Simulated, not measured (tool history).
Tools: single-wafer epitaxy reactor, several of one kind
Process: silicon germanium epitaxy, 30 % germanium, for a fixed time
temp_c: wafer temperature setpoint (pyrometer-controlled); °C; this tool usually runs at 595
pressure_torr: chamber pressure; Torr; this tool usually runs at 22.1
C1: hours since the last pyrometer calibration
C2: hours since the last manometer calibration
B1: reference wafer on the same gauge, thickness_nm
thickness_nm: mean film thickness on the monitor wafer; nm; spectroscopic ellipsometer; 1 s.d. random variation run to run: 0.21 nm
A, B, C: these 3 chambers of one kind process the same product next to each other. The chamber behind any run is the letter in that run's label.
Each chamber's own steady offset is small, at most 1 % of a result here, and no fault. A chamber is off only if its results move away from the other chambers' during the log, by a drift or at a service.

Run 1A, hour 3.5: usual settings; C1 287.7; C2 1889.1; B1 52.602. Result: thickness_nm 55.720 nm.
Run 2C, hour 9.2: usual settings; C1 716.7; C2 978.5; B1 52.601. Result: thickness_nm 56.182 nm.
Run 3B, hour 15.3: usual settings; C1 2445.4; C2 1073.6; B1 52.642. Result: thickness_nm 55.722 nm.
Run 4A, hour 19.9: usual settings; C1 304.1; C2 1905.5; B1 52.559. Result: thickness_nm 55.596 nm.
Run 5B, hour 24.3: usual settings; C1 2454.4; C2 1082.6; B1 52.621. Result: thickness_nm 55.732 nm.
Run 6C, hour 27.7: usual settings; C1 735.2; C2 997.0; B1 52.606. Result: thickness_nm 56.402 nm.
Run 7A, hour 32.1: usual settings; C1 316.3; C2 1917.7; B1 52.595. Result: thickness_nm 56.120 nm.
Run 8C, hour 37.6: usual settings but temp_c 605 °C; C1 745.1; C2 1006.9; B1 52.568. Result: thickness_nm 67.370 nm.
Run 9B, hour 40.6: usual settings but temp_c 605 °C; C1 2470.7; C2 1098.9; B1 52.643. Result: thickness_nm 66.555 nm.
Run 10A, hour 43.5: usual settings but temp_c 605 °C; C1 327.7; C2 1929.1; B1 52.645. Result: thickness_nm 67.251 nm.
Run 11B, hour 46.7: usual settings but temp_c 585 °C, pressure_torr 26.5 Torr; C1 2476.8; C2 1105.0; B1 52.610. Result: thickness_nm 49.662 nm.
Run 12C, hour 50.0: usual settings but temp_c 585 °C, pressure_torr 26.5 Torr; C1 757.5; C2 1019.3; B1 52.613. Result: thickness_nm 50.281 nm.
Run 13B, hour 55.9: usual settings but temp_c 585 °C, pressure_torr 26.5 Torr; C1 2486.0; C2 1114.2; B1 52.625. Result: thickness_nm 49.662 nm.
Run 14A, hour 59.2: usual settings; C1 343.4; C2 1944.8; B1 52.624. Result: thickness_nm 55.719 nm.
Run 15C, hour 64.4: usual settings but temp_c 585 °C, pressure_torr 18.6 Torr; C1 771.9; C2 1033.7; B1 52.570. Result: thickness_nm 43.781 nm.
Run 16C, hour 70.3: usual settings but temp_c 585 °C, pressure_torr 18.6 Torr; C1 777.8; C2 1039.6; B1 52.600. Result: thickness_nm 43.794 nm.
Run 17A, hour 75.1: usual settings but temp_c 585 °C, pressure_torr 18.6 Torr; C1 359.3; C2 1960.7; B1 52.567. Result: thickness_nm 43.400 nm.
Run 18B, hour 80.4: usual settings but temp_c 609 °C; C1 2510.5; C2 1138.7; B1 52.597. Result: thickness_nm 71.747 nm.
Run 19A, hour 85.5: usual settings but temp_c 609 °C; C1 369.7; C2 1971.1; B1 52.607. Result: thickness_nm 72.041 nm.
Run 20C, hour 91.2: usual settings but temp_c 609 °C; C1 798.7; C2 1060.5; B1 52.561. Result: thickness_nm 72.212 nm.
Run 21B, hour 97.3: usual settings but temp_c 608 °C, pressure_torr 16.9 Torr; C1 2527.4; C2 1155.6; B1 52.646. Result: thickness_nm 63.103 nm.
Run 22A, hour 103.5: usual settings but temp_c 608 °C, pressure_torr 16.9 Torr; C1 387.7; C2 1989.1; B1 52.669. Result: thickness_nm 63.287 nm.
Run 23C, hour 108.5: usual settings but temp_c 608 °C, pressure_torr 16.9 Torr; C1 816.0; C2 1077.8; B1 52.587. Result: thickness_nm 63.806 nm.
Run 24B, hour 113.1: usual settings; C1 2543.2; C2 1171.4; B1 52.592. Result: thickness_nm 55.099 nm.
Run 25C, hour 118.5: usual settings but temp_c 588 °C, pressure_torr 23.9 Torr; C1 826.0; C2 1087.8; B1 52.623. Result: thickness_nm 50.857 nm.
Run 26A, hour 124.4: usual settings but temp_c 588 °C, pressure_torr 23.9 Torr; C1 408.6; C2 2010.0; B1 52.591. Result: thickness_nm 50.844 nm.
Run 27B, hour 127.4: usual settings but temp_c 588 °C, pressure_torr 23.9 Torr; C1 2557.5; C2 1185.7; B1 52.629. Result: thickness_nm 50.276 nm.
Run 28A, hour 130.7: usual settings; C1 414.9; C2 2016.3; B1 52.609. Result: thickness_nm 55.724 nm.
Run 29B, hour 135.1: usual settings but temp_c 609 °C; C1 2565.2; C2 1193.4; B1 52.621. Result: thickness_nm 71.470 nm.
At hour 135.7: chamber A: capacitance manometer re-zeroed and calibrated.
Run 30C, hour 139.1: usual settings but temp_c 609 °C; C1 846.6; C2 1108.4; B1 52.627. Result: thickness_nm 71.953 nm.
Run 31B, hour 144.7: usual settings but temp_c 609 °C; C1 2574.8; C2 1203.0; B1 52.598. Result: thickness_nm 71.591 nm.
Run 32C, hour 147.4: usual settings but pressure_torr 19.6 Torr; C1 854.9; C2 1116.7; B1 52.578. Result: thickness_nm 54.061 nm.
Run 33A, hour 153.2: usual settings but pressure_torr 19.6 Torr; C1 437.4; C2 17.6; B1 52.590. Result: thickness_nm 53.569 nm.
Run 34B, hour 158.0: usual settings but pressure_torr 19.6 Torr; C1 2588.1; C2 1216.3; B1 52.573. Result: thickness_nm 52.861 nm.
Run 35A, hour 162.5: usual settings; C1 446.7; C2 26.9; B1 52.599. Result: thickness_nm 56.024 nm.
Run 36C, hour 166.2: usual settings; C1 873.7; C2 1135.5; B1 52.620. Result: thickness_nm 55.966 nm.
Run 37B, hour 171.9: usual settings but temp_c 585 °C, pressure_torr 24.9 Torr; C1 2602.0; C2 1230.2; B1 52.539. Result: thickness_nm 48.152 nm.
Run 38A, hour 174.8: usual settings but temp_c 585 °C, pressure_torr 24.9 Torr; C1 459.0; C2 39.2; B1 52.570. Result: thickness_nm 48.641 nm.
Run 39C, hour 180.5: usual settings but temp_c 585 °C, pressure_torr 24.9 Torr; C1 888.0; C2 1149.8; B1 52.616. Result: thickness_nm 49.221 nm.
Run 40B, hour 185.9: usual settings; C1 2616.0; C2 1244.2; B1 52.607. Result: thickness_nm 55.398 nm.
Run 41C, hour 190.4: usual settings; C1 897.9; C2 1159.7; B1 52.624. Result: thickness_nm 56.206 nm.

Has any chamber moved away from the others, gradually or after a service, or does the common gauge drift, or do the chambers differ only by their own small steady offsets? State the chamber and the most likely cause if one applies.

No chamber stands off beyond its own small offset, and the gauge holds steady.
